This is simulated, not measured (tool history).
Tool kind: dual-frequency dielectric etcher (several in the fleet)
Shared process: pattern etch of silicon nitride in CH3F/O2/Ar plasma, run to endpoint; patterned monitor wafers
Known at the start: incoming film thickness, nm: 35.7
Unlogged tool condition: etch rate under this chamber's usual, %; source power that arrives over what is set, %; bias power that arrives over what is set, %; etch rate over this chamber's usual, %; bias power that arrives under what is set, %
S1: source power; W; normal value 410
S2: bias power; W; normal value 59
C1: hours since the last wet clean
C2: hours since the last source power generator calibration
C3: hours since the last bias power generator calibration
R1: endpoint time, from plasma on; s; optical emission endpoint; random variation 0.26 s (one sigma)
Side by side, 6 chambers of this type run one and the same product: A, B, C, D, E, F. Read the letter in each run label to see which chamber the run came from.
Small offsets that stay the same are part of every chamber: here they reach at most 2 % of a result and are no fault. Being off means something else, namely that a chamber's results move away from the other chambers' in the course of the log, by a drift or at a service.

run   hour   S1  S2     C1      C2      C3      R1
 1C    5.0  410  59  226.4  2414.1  1630.7  54.217
 2B   10.2  410  59  379.4  2182.2   286.5  54.954
      14.5  -- chamber F: source power generator calibrated
 3F   16.4  410  59  152.7     2.0   578.5  53.966
 4E   22.0  410  59   39.2  3319.6  1927.1  54.605
 5D   26.1  410  59  360.3   771.7  3016.1  54.721
 6A   31.6  440  67  299.7   194.4   425.6  50.510
 7C   36.1  440  67  257.5  2445.2  1661.8  50.866
 8F   41.3  440  67  177.6    26.9   603.4  50.883
 9D   44.6  440  67  378.8   790.2  3034.6  51.506
10A   48.7  440  67  316.8   211.5   442.7  50.302
11B   53.0  440  67  422.2  2225.0   329.3  50.848
12E   56.9  410  59   74.1  3354.5  1962.0  54.561
13A   61.1  410  59  329.2   223.9   455.1  54.182
14F   66.3  410  59  202.6    51.9   628.4  54.713
15C   72.2  410  59  293.6  2481.3  1697.9  54.609
16E   76.2  410  59   93.4  3373.8  1981.3  54.284
17B   82.2  410  59  451.4  2254.2   358.5  54.612
18D   85.7  490  54  419.9   831.3  3075.7  52.929
      89.2  -- chamber C: wet clean of the chamber
19B   92.0  490  54  461.2  2264.0   368.3  52.632
20C   97.1  490  54    8.0  2506.2  1722.8  52.191
21F  102.7  490  54  239.0    88.3   664.8  53.173
22E  106.4  490  54  123.6  3404.0  2011.5  52.101
     107.5  -- chamber B: wet clean of the chamber
23D  109.7  490  54  443.9   855.3  3099.7  52.315
24A  113.1  410  59  381.2   275.9   507.1  53.912
25E  119.1  410  59  136.3  3416.7  2024.2  54.234
26B  125.3  410  59   17.9  2297.3   401.6  55.086
27A  131.5  410  59  399.6   294.3   525.5  54.340
28D  134.3  320  53  468.5   879.9  3124.3  62.956
29C  138.9  320  53   49.8  2548.0  1764.6  62.053
30F  144.0  320  53  280.3   129.6   706.1  62.716
31A  149.5  320  53  417.6   312.3   543.5  61.583
32C  156.0  320  53   66.9  2565.1  1781.7  62.384
33E  158.9  320  53  176.1  3456.5  2064.0  61.609
34F  164.6  410  59  300.9   150.2   726.7  55.372
35D  168.6  410  59  502.8   914.2  3158.6  55.071
36B  174.3  410  59   66.9  2346.3   450.6  54.644
37F  179.1  410  59  315.4   164.7   741.2  55.794

Has any chamber moved away from the others, gradually or after a service, or does the common gauge drift, or do the chambers differ only by their own small steady offsets? State the chamber and the most likely cause if one applies.

Little by little, chamber F moves away from the other chambers.
Most likely cause: etch rate under this chamber's usual, % = 2.7.

Chamber F could run next with any of the 4 candidate recipes listed below; each alters the usual settings, and their results appear as question marks. Which one brings its results back in line with what the other chambers deliver on the usual settings?
Maximum distance from the other chambers' mean on the usual settings for a result to count as in line: R1 0.890 s
38F-1  183.7  410  68               ?
38F-2  183.7  400  57               ?
38F-3  183.7  430  59               ?
38F-4  183.7  380  55               ?

The mean the other chambers reach with the usual settings: R1 54.507 s
  run      R1
38F-1  53.194
38F-2  56.975
38F-3  54.801
38F-4  58.784
The answer is 38F-3, which returns the chamber to within the allowed miss of the others.
